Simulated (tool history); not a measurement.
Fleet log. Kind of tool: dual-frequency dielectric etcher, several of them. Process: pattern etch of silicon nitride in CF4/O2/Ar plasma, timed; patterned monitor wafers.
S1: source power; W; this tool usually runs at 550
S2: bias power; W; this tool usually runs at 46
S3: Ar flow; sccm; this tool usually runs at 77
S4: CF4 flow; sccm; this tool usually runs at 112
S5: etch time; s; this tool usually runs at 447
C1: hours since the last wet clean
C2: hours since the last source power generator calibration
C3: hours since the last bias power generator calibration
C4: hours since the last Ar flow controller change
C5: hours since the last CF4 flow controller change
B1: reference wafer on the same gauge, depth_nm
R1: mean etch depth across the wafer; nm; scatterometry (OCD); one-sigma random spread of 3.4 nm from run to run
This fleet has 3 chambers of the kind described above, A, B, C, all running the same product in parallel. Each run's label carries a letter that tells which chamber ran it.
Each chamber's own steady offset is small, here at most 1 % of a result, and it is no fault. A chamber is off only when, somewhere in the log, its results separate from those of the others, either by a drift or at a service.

run,hour,S1,S2,S3,S4,S5,C1,C2,C3,C4,C5,B1,R1
1C,3.6,550,46,77,112,447,350.7,96.4,544.6,3024.4,3027.4,774.53,933.85
2B,8,550,46,77,112,447,314.6,648.1,2694.2,1050.5,1810.1,775.51,936.97
3A,12.9,550,46,77,112,447,230.4,1455.6,1354,160.7,920.2,775.87,933.7
4B,17,550,46,77,112,447,323.6,657.1,2703.2,1059.5,1819.1,774.31,928.92
5A,19.6,550,46,77,112,447,237.1,1462.3,1360.7,167.4,926.9,775.28,936.02
6C,25.1,550,46,77,112,447,372.2,117.9,566.1,3045.9,3048.9,775.12,925.35
7B,27.8,550,46,77,112,447,334.4,667.9,2714,1070.3,1829.9,775.84,934.31
8C,30.7,550,46,77,112,447,377.8,123.5,571.7,3051.5,3054.5,773.72,928.66
9A,35.8,550,46,77,112,447,253.3,1478.5,1376.9,183.6,943.1,775.28,942.49
10B,38.7,550,46,77,112,447,345.3,678.8,2724.9,1081.2,1840.8,774.79,931.18
11C,43.4,550,46,83,112,355,390.5,136.2,584.4,3064.2,3067.2,774.96,732.42
12A,47.7,550,46,83,112,355,265.2,1490.4,1388.8,195.5,955,774.71,743.99
13A,50.6,550,46,83,112,355,268.1,1493.3,1391.7,198.4,957.9,774.71,745.79
14B,56.3,550,46,77,112,447,362.9,696.4,2742.5,1098.8,1858.4,775.68,925.72
15C,59.5,550,46,77,112,447,406.6,152.3,600.5,3080.3,3083.3,775.47,934.54
16A,64.7,500,46,77,112,447,282.2,1507.4,1405.8,212.5,972,775.05,869.97
# hour 69.4: chamber C: Ar flow controller replaced
17B,70.6,500,46,77,112,447,377.2,710.7,2756.8,1113.1,1872.7,774.55,857.39
18C,74.9,500,46,77,112,447,422,167.7,615.9,5.6,3098.7,774.43,862.16
19C,79.6,550,46,77,112,447,426.7,172.4,620.6,10.3,3103.4,775.22,930.57
20B,82.2,550,46,77,112,447,388.8,722.3,2768.4,1124.7,1884.3,775.53,927.79
21A,88.2,550,46,77,95,447,305.7,1530.9,1429.3,236,995.5,775.69,928.87
22C,91.8,550,46,77,95,447,438.9,184.6,632.8,22.5,3115.6,774.42,908.18
23A,96.9,550,46,77,95,447,314.4,1539.6,1438,244.7,1004.2,775.62,930.83
24B,99.8,550,46,77,112,447,406.4,739.9,2786,1142.3,1901.9,775.01,931.04
25C,105.3,550,46,77,112,447,452.4,198.1,646.3,36,3129.1,774.42,922.69
26A,108.1,550,46,77,112,447,325.6,1550.8,1449.2,255.9,1015.4,774.92,949.5
27B,112.8,620,57,77,112,447,419.4,752.9,2799,1155.3,1914.9,774.93,1120.7
28C,117.5,620,57,77,112,447,464.6,210.3,658.5,48.2,3141.3,775.45,1111
# hour 118.4: chamber B: wet clean of the chamber
29B,121.5,620,57,77,112,447,3.2,761.6,2807.7,1164,1923.6,774.76,1120.7
30A,124.3,550,46,66,112,447,341.8,1567,1465.4,272.1,1031.6,774.78,970.53
31C,128.6,550,46,66,112,447,475.7,221.4,669.6,59.3,3152.4,774.59,943.68
32B,134,550,46,66,112,447,15.7,774.1,2820.2,1176.5,1936.1,774.99,951.8
33A,137.9,550,46,77,112,447,355.4,1580.6,1479,285.7,1045.2,775.73,956.69
34B,143.1,550,46,77,112,447,24.8,783.2,2829.3,1185.6,1945.2,773.76,926.11
35A,146,550,46,66,112,327,363.5,1588.7,1487.1,293.8,1053.3,775.54,713.12
36C,150.9,550,46,66,112,327,498,243.7,691.9,81.6,3174.7,774.17,691.23
37C,155.6,550,46,66,112,327,502.7,248.4,696.6,86.3,3179.4,775.63,690.56
38B,159.2,550,46,77,112,447,40.9,799.3,2845.4,1201.7,1961.3,775.48,928
39A,165.1,550,46,77,112,447,382.6,1607.8,1506.2,312.9,1072.4,775.61,958.8
40B,170.5,550,46,77,112,447,52.2,810.6,2856.7,1213,1972.6,774.59,932
41C,174.9,550,46,77,112,447,522,267.7,715.9,105.6,3198.7,774.48,930.04

Next, all 3 chambers run the settings below, one line each with question marks for the results. What does each chamber give?
42A,179.2,550,46,77,112,447,,,,,,,?
42B,179.2,550,46,77,112,447,,,,,,,?
42C,179.2,550,46,77,112,447,,,,,,,?

run,R1
42A,961.29
42B,927.14
42C,926.04

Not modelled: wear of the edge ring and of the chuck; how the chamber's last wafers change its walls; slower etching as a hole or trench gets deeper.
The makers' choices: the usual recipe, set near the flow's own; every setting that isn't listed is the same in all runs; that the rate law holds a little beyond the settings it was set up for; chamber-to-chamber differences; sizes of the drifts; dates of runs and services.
